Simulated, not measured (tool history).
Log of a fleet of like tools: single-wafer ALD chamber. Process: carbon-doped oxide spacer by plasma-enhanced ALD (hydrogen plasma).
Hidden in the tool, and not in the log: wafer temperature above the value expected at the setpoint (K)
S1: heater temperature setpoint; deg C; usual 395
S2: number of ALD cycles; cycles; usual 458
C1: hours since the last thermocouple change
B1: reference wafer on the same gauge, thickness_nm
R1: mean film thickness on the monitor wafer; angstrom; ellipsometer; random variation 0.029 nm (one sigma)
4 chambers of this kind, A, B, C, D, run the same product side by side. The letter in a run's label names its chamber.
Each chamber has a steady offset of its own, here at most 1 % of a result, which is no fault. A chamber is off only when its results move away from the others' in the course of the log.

run 1A hour=4 | S1=395 S2=458 | C1=1300.1 | B1=22.803 | R1=229.75
run 2D hour=11 | S1=395 S2=458 | C1=296.6 | B1=22.801 | R1=226.95
run 3B hour=15 | S1=395 S2=458 | C1=1603 | B1=22.813 | R1=228.11
run 4C hour=22.1 | S1=395 S2=458 | C1=672.6 | B1=22.805 | R1=226.93
run 5B hour=28.5 | S1=395 S2=458 | C1=1616.5 | B1=22.818 | R1=227.9
run 6C hour=33.5 | S1=395 S2=458 | C1=684 | B1=22.819 | R1=227.15
run 7D hour=40.7 | S1=395 S2=458 | C1=326.3 | B1=22.816 | R1=226.72
run 8A hour=43.8 | S1=395 S2=458 | C1=1339.9 | B1=22.827 | R1=229.06
run 9A hour=48.7 | S1=395 S2=458 | C1=1344.8 | B1=22.827 | R1=229.81
run 10B hour=52.4 | S1=395 S2=458 | C1=1640.4 | B1=22.831 | R1=228.42
run 11D hour=56.1 | S1=385 S2=517 | C1=341.7 | B1=22.818 | R1=256.45
run 12C hour=63.2 | S1=385 S2=517 | C1=713.7 | B1=22.833 | R1=256.84
run 13B hour=68.4 | S1=385 S2=517 | C1=1656.4 | B1=22.837 | R1=257.64
run 14A hour=75.1 | S1=385 S2=517 | C1=1371.2 | B1=22.838 | R1=259.6
run 15D hour=82.4 | S1=395 S2=458 | C1=368 | B1=22.841 | R1=227.53
run 16C hour=87.6 | S1=395 S2=458 | C1=738.1 | B1=22.846 | R1=227.99
run 17B hour=93.3 | S1=395 S2=458 | C1=1681.3 | B1=22.848 | R1=228.25
run 18A hour=97.2 | S1=395 S2=458 | C1=1393.3 | B1=22.858 | R1=229.74
run 19C hour=104 | S1=395 S2=458 | C1=754.5 | B1=22.853 | R1=227.99
run 20D hour=107.6 | S1=395 S2=458 | C1=393.2 | B1=22.851 | R1=227.5
run 21C hour=110.8 | S1=390 S2=519 | C1=761.3 | B1=22.851 | R1=258.16
run 22A hour=114.5 | S1=390 S2=519 | C1=1410.6 | B1=22.855 | R1=261.22
run 23B hour=119.5 | S1=390 S2=519 | C1=1707.5 | B1=22.865 | R1=259.18
run 24D hour=126.1 | S1=390 S2=519 | C1=411.7 | B1=22.871 | R1=257.84
run 25C hour=132 | S1=395 S2=458 | C1=782.5 | B1=22.865 | R1=227.9
run 26B hour=138.4 | S1=395 S2=458 | C1=1726.4 | B1=22.876 | R1=228.56
run 27A hour=145.5 | S1=395 S2=458 | C1=1441.6 | B1=22.868 | R1=230.27
run 28D hour=150.5 | S1=395 S2=458 | C1=436.1 | B1=22.877 | R1=228.17
run 29B hour=154 | S1=395 S2=458 | C1=1742 | B1=22.89 | R1=228.47
run 30D hour=158.2 | S1=395 S2=458 | C1=443.8 | B1=22.883 | R1=227.73
run 31C hour=165 | S1=395 S2=458 | C1=815.5 | B1=22.886 | R1=228.15
run 32A hour=168.3 | S1=395 S2=458 | C1=1464.4 | B1=22.884 | R1=230.15
run 33A hour=172.3 | S1=395 S2=458 | C1=1468.4 | B1=22.888 | R1=230.58
run 34B hour=178.2 | S1=395 S2=458 | C1=1766.2 | B1=22.886 | R1=229.26
run 35C hour=183.9 | S1=395 S2=458 | C1=834.4 | B1=22.893 | R1=228.21
run 36D hour=191.2 | S1=395 S2=458 | C1=476.8 | B1=22.895 | R1=227.33
run 37A hour=198.4 | S1=395 S2=458 | C1=1494.5 | B1=22.899 | R1=230.58
run 38D hour=204.7 | S1=395 S2=458 | C1=490.3 | B1=22.902 | R1=228.33
run 39B hour=211.7 | S1=395 S2=458 | C1=1799.7 | B1=22.908 | R1=229.66
run 40C hour=218.9 | S1=395 S2=458 | C1=869.4 | B1=22.909 | R1=228.62
run 41A hour=224.2 | S1=383 S2=419 | C1=1520.3 | B1=22.912 | R1=211.01

All 4 chambers run these settings next. Forecast each chamber's results:
run 42A hour=229.4 | S1=395 S2=458 | R1=?
run 42B hour=229.4 | S1=395 S2=458 | R1=?
run 42C hour=229.4 | S1=395 S2=458 | R1=?
run 42D hour=229.4 | S1=395 S2=458 | R1=?

run=42A R1=230.54
run=42B R1=228.98
run=42C R1=227.87
run=42D R1=228.11
